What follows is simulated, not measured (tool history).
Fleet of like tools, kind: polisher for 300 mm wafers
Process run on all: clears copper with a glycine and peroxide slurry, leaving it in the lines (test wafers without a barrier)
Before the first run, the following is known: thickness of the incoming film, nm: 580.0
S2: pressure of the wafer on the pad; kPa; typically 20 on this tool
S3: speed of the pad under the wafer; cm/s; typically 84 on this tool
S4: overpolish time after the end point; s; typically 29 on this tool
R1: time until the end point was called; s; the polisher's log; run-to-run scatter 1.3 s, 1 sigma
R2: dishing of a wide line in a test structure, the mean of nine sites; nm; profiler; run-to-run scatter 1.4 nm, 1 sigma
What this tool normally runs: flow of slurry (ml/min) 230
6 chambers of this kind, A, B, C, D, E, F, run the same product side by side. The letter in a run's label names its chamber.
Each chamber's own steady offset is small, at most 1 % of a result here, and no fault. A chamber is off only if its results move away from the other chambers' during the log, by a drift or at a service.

{"run": "1B", "day": 0.162, "flow of slurry (ml/min)": 230, "S2": 20, "S3": 84, "S4": 29, "R1": 110.15, "R2": 77.44}
{"day": 0.2, "done": "chamber C: worn pad replaced by a new one"}
{"run": "2F", "day": 0.329, "flow of slurry (ml/min)": 230, "S2": 20, "S3": 84, "S4": 29, "R1": 112.41, "R2": 79.726}
{"run": "3D", "day": 0.496, "flow of slurry (ml/min)": 230, "S2": 20, "S3": 84, "S4": 29, "R1": 112.22, "R2": 79.804}
{"day": 0.596, "done": "chamber E: worn pad replaced by a new one"}
{"run": "4C", "day": 0.658, "flow of slurry (ml/min)": 230, "S2": 20, "S3": 84, "S4": 29, "R1": 112.4, "R2": 80.823}
{"run": "5A", "day": 0.792, "flow of slurry (ml/min)": 230, "S2": 20, "S3": 84, "S4": 29, "R1": 113.64, "R2": 77.243}
{"run": "6E", "day": 1.017, "flow of slurry (ml/min)": 230, "S2": 20, "S3": 84, "S4": 29, "R1": 111.66, "R2": 78.131}
{"run": "7C", "day": 1.238, "flow of slurry (ml/min)": 230, "S2": 20, "S3": 84, "S4": 29, "R1": 112.07, "R2": 78.627}
{"run": "8E", "day": 1.388, "flow of slurry (ml/min)": 230, "S2": 20, "S3": 84, "S4": 29, "R1": 112.04, "R2": 79.617}
{"run": "9A", "day": 1.512, "flow of slurry (ml/min)": 180, "S2": 23.4, "S3": 84, "S4": 29, "R1": 100.73, "R2": 84.162}
{"run": "10B", "day": 1.742, "flow of slurry (ml/min)": 180, "S2": 23.4, "S3": 84, "S4": 29, "R1": 101.55, "R2": 84.109}
{"day": 1.788, "done": "chamber E: head pressure recalibrated"}
{"run": "11F", "day": 1.917, "flow of slurry (ml/min)": 180, "S2": 23.4, "S3": 84, "S4": 29, "R1": 103.65, "R2": 86.415}
{"run": "12D", "day": 2.088, "flow of slurry (ml/min)": 180, "S2": 23.4, "S3": 84, "S4": 29, "R1": 99.612, "R2": 87.119}
{"run": "13A", "day": 2.283, "flow of slurry (ml/min)": 180, "S2": 23.4, "S3": 84, "S4": 29, "R1": 101.22, "R2": 84.599}
{"run": "14F", "day": 2.5, "flow of slurry (ml/min)": 180, "S2": 23.4, "S3": 84, "S4": 29, "R1": 103.46, "R2": 87.246}
{"run": "15E", "day": 2.646, "flow of slurry (ml/min)": 230, "S2": 20, "S3": 84, "S4": 29, "R1": 116.48, "R2": 77.852}
{"run": "16B", "day": 2.762, "flow of slurry (ml/min)": 230, "S2": 20, "S3": 84, "S4": 29, "R1": 113.99, "R2": 79.616}
{"run": "17D", "day": 2.867, "flow of slurry (ml/min)": 230, "S2": 20, "S3": 84, "S4": 29, "R1": 110.55, "R2": 78.734}
{"day": 2.954, "done": "chamber B: worn pad replaced by a new one"}
{"day": 2.983, "done": "chamber A: worn pad replaced by a new one"}
{"run": "18C", "day": 3.042, "flow of slurry (ml/min)": 230, "S2": 20, "S3": 84, "S4": 29, "R1": 116.78, "R2": 77.524}
{"run": "19F", "day": 3.258, "flow of slurry (ml/min)": 230, "S2": 20, "S3": 84, "S4": 29, "R1": 111.72, "R2": 78.999}
{"day": 3.346, "done": "chamber D: worn pad replaced by a new one"}
{"run": "20E", "day": 3.446, "flow of slurry (ml/min)": 230, "S2": 20, "S3": 84, "S4": 29, "R1": 116.82, "R2": 76.369}
{"run": "21A", "day": 3.592, "flow of slurry (ml/min)": 230, "S2": 20, "S3": 84, "S4": 29, "R1": 113.17, "R2": 77.801}
{"run": "22B", "day": 3.729, "flow of slurry (ml/min)": 230, "S2": 20, "S3": 84, "S4": 29, "R1": 109.28, "R2": 81.15}
{"day": 3.812, "done": "chamber F: worn pad replaced by a new one"}
{"run": "23C", "day": 3.9, "flow of slurry (ml/min)": 230, "S2": 20, "S3": 84, "S4": 29, "R1": 113.41, "R2": 78.831}
{"run": "24D", "day": 4.038, "flow of slurry (ml/min)": 230, "S2": 20, "S3": 84, "S4": 29, "R1": 112.48, "R2": 80.765}
{"day": 4.175, "done": "chamber C: worn pad replaced by a new one"}
{"run": "25E", "day": 4.188, "flow of slurry (ml/min)": 230, "S2": 20, "S3": 84, "S4": 29, "R1": 114.67, "R2": 74.834}
{"day": 4.192, "done": "chamber F: head pressure recalibrated"}
{"run": "26B", "day": 4.417, "flow of slurry (ml/min)": 230, "S2": 20, "S3": 84, "S4": 29, "R1": 114.14, "R2": 82.63}
{"run": "27D", "day": 4.554, "flow of slurry (ml/min)": 230, "S2": 20, "S3": 84, "S4": 29, "R1": 112, "R2": 79.799}
{"run": "28F", "day": 4.696, "flow of slurry (ml/min)": 230, "S2": 20, "S3": 84, "S4": 29, "R1": 109.85, "R2": 80.132}
{"day": 4.775, "done": "chamber D: head pressure recalibrated"}
{"run": "29C", "day": 4.821, "flow of slurry (ml/min)": 230, "S2": 20, "S3": 84, "S4": 29, "R1": 115.66, "R2": 76.275}
{"run": "30A", "day": 4.929, "flow of slurry (ml/min)": 230, "S2": 20, "S3": 84, "S4": 29, "R1": 113.18, "R2": 79.539}
{"run": "31B", "day": 5.162, "flow of slurry (ml/min)": 290, "S2": 20, "S3": 84, "S4": 29, "R1": 109.12, "R2": 81.923}
{"day": 5.304, "done": "chamber A: head pressure recalibrated"}
{"run": "32D", "day": 5.375, "flow of slurry (ml/min)": 290, "S2": 20, "S3": 84, "S4": 29, "R1": 109.61, "R2": 83.37}
{"run": "33F", "day": 5.479, "flow of slurry (ml/min)": 290, "S2": 20, "S3": 84, "S4": 29, "R1": 111.2, "R2": 79.261}
{"run": "34A", "day": 5.588, "flow of slurry (ml/min)": 290, "S2": 20, "S3": 84, "S4": 29, "R1": 109.24, "R2": 80.089}
{"run": "35E", "day": 5.746, "flow of slurry (ml/min)": 290, "S2": 20, "S3": 84, "S4": 29, "R1": 111.12, "R2": 77.426}
{"run": "36C", "day": 5.917, "flow of slurry (ml/min)": 290, "S2": 20, "S3": 84, "S4": 29, "R1": 110.24, "R2": 80.649}
{"run": "37C", "day": 6.121, "flow of slurry (ml/min)": 230, "S2": 14.5, "S3": 84, "S4": 17, "R1": 147.91, "R2": 44.593}
{"day": 6.246, "done": "chamber B: worn pad replaced by a new one"}
{"run": "38F", "day": 6.25, "flow of slurry (ml/min)": 230, "S2": 14.5, "S3": 84, "S4": 17, "R1": 145.46, "R2": 45.285}
{"run": "39B", "day": 6.421, "flow of slurry (ml/min)": 230, "S2": 14.5, "S3": 84, "S4": 17, "R1": 146.53, "R2": 44.691}
{"run": "40A", "day": 6.6, "flow of slurry (ml/min)": 230, "S2": 14.5, "S3": 84, "S4": 17, "R1": 141.39, "R2": 44.057}
{"run": "41D", "day": 6.742, "flow of slurry (ml/min)": 230, "S2": 14.5, "S3": 84, "S4": 17, "R1": 140.19, "R2": 43.77}
{"run": "42E", "day": 6.954, "flow of slurry (ml/min)": 230, "S2": 14.5, "S3": 84, "S4": 17, "R1": 152.27, "R2": 41.604}

All 6 chambers run these settings next. Forecast each chamber's results:
{"run": "43A", "day": 7.125, "flow of slurry (ml/min)": 230, "S2": 20, "S3": 104, "S4": 29, "R1": "?", "R2": "?"}
{"run": "43B", "day": 7.125, "flow of slurry (ml/min)": 230, "S2": 20, "S3": 104, "S4": 29, "R1": "?", "R2": "?"}
{"run": "43C", "day": 7.125, "flow of slurry (ml/min)": 230, "S2": 20, "S3": 104, "S4": 29, "R1": "?", "R2": "?"}
{"run": "43D", "day": 7.125, "flow of slurry (ml/min)": 230, "S2": 20, "S3": 104, "S4": 29, "R1": "?", "R2": "?"}
{"run": "43E", "day": 7.125, "flow of slurry (ml/min)": 230, "S2": 20, "S3": 104, "S4": 29, "R1": "?", "R2": "?"}
{"run": "43F", "day": 7.125, "flow of slurry (ml/min)": 230, "S2": 20, "S3": 104, "S4": 29, "R1": "?", "R2": "?"}

run=43A R1=92.761 R2=87.379
run=43B R1=94.885 R2=88.172
run=43C R1=95.599 R2=83.831
run=43D R1=93.307 R2=85.435
run=43E R1=100.96 R2=81.604
run=43F R1=95.319 R2=85.623
